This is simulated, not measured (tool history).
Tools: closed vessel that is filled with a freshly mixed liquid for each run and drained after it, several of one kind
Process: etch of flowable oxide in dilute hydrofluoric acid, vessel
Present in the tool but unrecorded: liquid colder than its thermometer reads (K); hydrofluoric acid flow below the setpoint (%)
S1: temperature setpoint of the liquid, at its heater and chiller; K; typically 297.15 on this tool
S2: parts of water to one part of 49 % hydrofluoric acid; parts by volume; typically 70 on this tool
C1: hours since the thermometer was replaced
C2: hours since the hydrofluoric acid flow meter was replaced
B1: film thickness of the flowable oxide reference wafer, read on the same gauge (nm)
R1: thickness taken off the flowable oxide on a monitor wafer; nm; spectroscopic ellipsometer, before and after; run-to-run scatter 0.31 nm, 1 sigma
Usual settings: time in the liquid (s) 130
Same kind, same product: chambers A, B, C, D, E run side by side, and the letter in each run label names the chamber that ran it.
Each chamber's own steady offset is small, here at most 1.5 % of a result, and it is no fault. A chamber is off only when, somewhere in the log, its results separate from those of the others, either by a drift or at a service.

Run 1D, day 0.483: usual settings; C1 925.1; C2 2065.0; B1 60.004. Result: R1 56.197 nm.
Run 2C, day 0.925: usual settings; C1 384.3; C2 222.8; B1 60.001. Result: R1 56.579 nm.
Run 3E, day 1.404: usual settings; C1 112.6; C2 1014.9; B1 59.995. Result: R1 56.227 nm.
Run 4B, day 1.621: usual settings; C1 815.1; C2 1367.2; B1 59.997. Result: R1 56.986 nm.
Run 5A, day 1.900: usual settings but time in the liquid (s) 205; C1 882.7; C2 812.3; B1 60.009. Result: R1 88.610 nm.
Run 6B, day 2.196: usual settings but time in the liquid (s) 205; C1 828.9; C2 1381.0; B1 60.023. Result: R1 89.640 nm.
Run 7C, day 2.579: usual settings but time in the liquid (s) 205; C1 424.0; C2 262.5; B1 60.021. Result: R1 87.776 nm.
At day 2.842: chamber D: hydrofluoric acid flow meter replaced.
Run 8E, day 2.971: usual settings but time in the liquid (s) 205; C1 150.2; C2 1052.5; B1 60.020. Result: R1 88.327 nm.
Run 9D, day 3.196: usual settings but time in the liquid (s) 205; C1 990.2; C2 8.6; B1 59.991. Result: R1 88.544 nm.
At day 3.408: chamber B: thermometer replaced.
Run 10A, day 3.608: usual settings; C1 923.7; C2 853.3; B1 60.029. Result: R1 55.787 nm.
Run 11D, day 3.888: usual settings; C1 1006.8; C2 25.2; B1 60.001. Result: R1 56.246 nm.
Run 12E, day 4.312: usual settings; C1 182.4; C2 1084.7; B1 59.989. Result: R1 56.076 nm.
Run 13C, day 4.771: usual settings; C1 476.6; C2 315.1; B1 60.034. Result: R1 56.183 nm.
Run 14A, day 5.204: usual settings; C1 962.0; C2 891.6; B1 59.997. Result: R1 55.830 nm.
Run 15B, day 5.571: usual settings but S1 294.65 K, S2 85 parts by volume; C1 51.9; C2 1462.0; B1 60.001. Result: R1 41.528 nm.
At day 5.583: chamber E: hydrofluoric acid flow meter replaced.
Run 16A, day 6.033: usual settings but S1 294.65 K, S2 85 parts by volume; C1 981.9; C2 911.5; B1 60.001. Result: R1 40.760 nm.
Run 17B, day 6.308: usual settings but S1 294.65 K, S2 85 parts by volume; C1 69.6; C2 1479.7; B1 59.990. Result: R1 41.616 nm.
At day 6.708: chamber B: hydrofluoric acid flow meter replaced.
Run 18D, day 6.712: usual settings but S1 294.65 K, S2 85 parts by volume; C1 1074.6; C2 93.0; B1 60.006. Result: R1 41.176 nm.
Run 19E, day 7.162: usual settings but S1 294.65 K, S2 85 parts by volume; C1 250.8; C2 37.9; B1 60.002. Result: R1 40.162 nm.
Run 20C, day 7.404: usual settings; C1 539.8; C2 378.3; B1 60.007. Result: R1 55.942 nm.
Run 21E, day 7.725: usual settings; C1 264.3; C2 51.4; B1 59.985. Result: R1 55.776 nm.
Run 22D, day 8.208: usual settings; C1 1110.5; C2 128.9; B1 60.015. Result: R1 56.218 nm.
Run 23B, day 8.667: usual settings but S1 294.65 K, time in the liquid (s) 185; C1 126.2; C2 47.0; B1 60.007. Result: R1 73.792 nm.
Run 24C, day 9.150: usual settings but S1 294.65 K, time in the liquid (s) 185; C1 581.7; C2 420.2; B1 59.981. Result: R1 72.676 nm.
Run 25A, day 9.371: usual settings but S1 294.65 K, time in the liquid (s) 185; C1 1062.0; C2 991.6; B1 60.026. Result: R1 72.557 nm.
Run 26E, day 9.846: usual settings but S1 294.65 K, time in the liquid (s) 185; C1 315.2; C2 102.3; B1 59.991. Result: R1 71.791 nm.
Run 27D, day 10.154: usual settings but S1 294.65 K, time in the liquid (s) 185; C1 1157.2; C2 175.6; B1 59.988. Result: R1 71.798 nm.
Run 28B, day 10.458: usual settings but S1 294.65 K, time in the liquid (s) 185; C1 169.2; C2 90.0; B1 59.994. Result: R1 73.659 nm.
At day 10.612: chamber A: hydrofluoric acid flow meter replaced.
Run 29A, day 10.825: usual settings but S1 294.65 K, time in the liquid (s) 185; C1 1096.9; C2 5.2; B1 60.010. Result: R1 72.061 nm.
Run 30C, day 11.171: usual settings but S1 294.65 K, time in the liquid (s) 185; C1 630.2; C2 468.7; B1 59.981. Result: R1 72.106 nm.
Run 31B, day 11.383: usual settings but S1 294.65 K, time in the liquid (s) 185; C1 191.4; C2 112.2; B1 60.008. Result: R1 73.233 nm.
Run 32E, day 11.733: usual settings but S1 294.65 K, time in the liquid (s) 185; C1 360.5; C2 147.6; B1 60.009. Result: R1 71.100 nm.
Run 33C, day 12.046: usual settings; C1 651.2; C2 489.7; B1 59.991. Result: R1 56.262 nm.
Run 34A, day 12.533: usual settings but S1 301.65 K, time in the liquid (s) 190; C1 1137.9; C2 46.2; B1 59.993. Result: R1 96.720 nm.
Run 35D, day 12.825: usual settings but S1 301.65 K, time in the liquid (s) 190; C1 1221.3; C2 239.7; B1 60.014. Result: R1 98.391 nm.
Run 36D, day 13.083: usual settings but S1 301.65 K, time in the liquid (s) 190; C1 1227.5; C2 245.9; B1 60.002. Result: R1 97.376 nm.
Run 37E, day 13.450: usual settings but S1 301.65 K, time in the liquid (s) 190; C1 401.7; C2 188.8; B1 59.995. Result: R1 97.999 nm.
Run 38C, day 13.683: usual settings but S1 301.65 K, time in the liquid (s) 190; C1 690.5; C2 529.0; B1 60.003. Result: R1 98.865 nm.
Run 39B, day 14.083: usual settings; C1 256.2; C2 177.0; B1 59.996. Result: R1 56.826 nm.
Run 40A, day 14.508: usual settings; C1 1185.3; C2 93.6; B1 59.979. Result: R1 55.794 nm.
Run 41D, day 14.750: usual settings; C1 1267.5; C2 285.9; B1 59.990. Result: R1 56.242 nm.
Run 42A, day 15.208: usual settings; C1 1202.1; C2 110.4; B1 60.030. Result: R1 56.512 nm.

Which is it: a chamber that has drifted or been left off by a service, a gauge drift common to all chambers, or only each chamber's usual small offset? If a chamber is off, name it and its likeliest cause.

No chamber is off and the gauge is stable; the differences are just each chamber's small, constant offset.
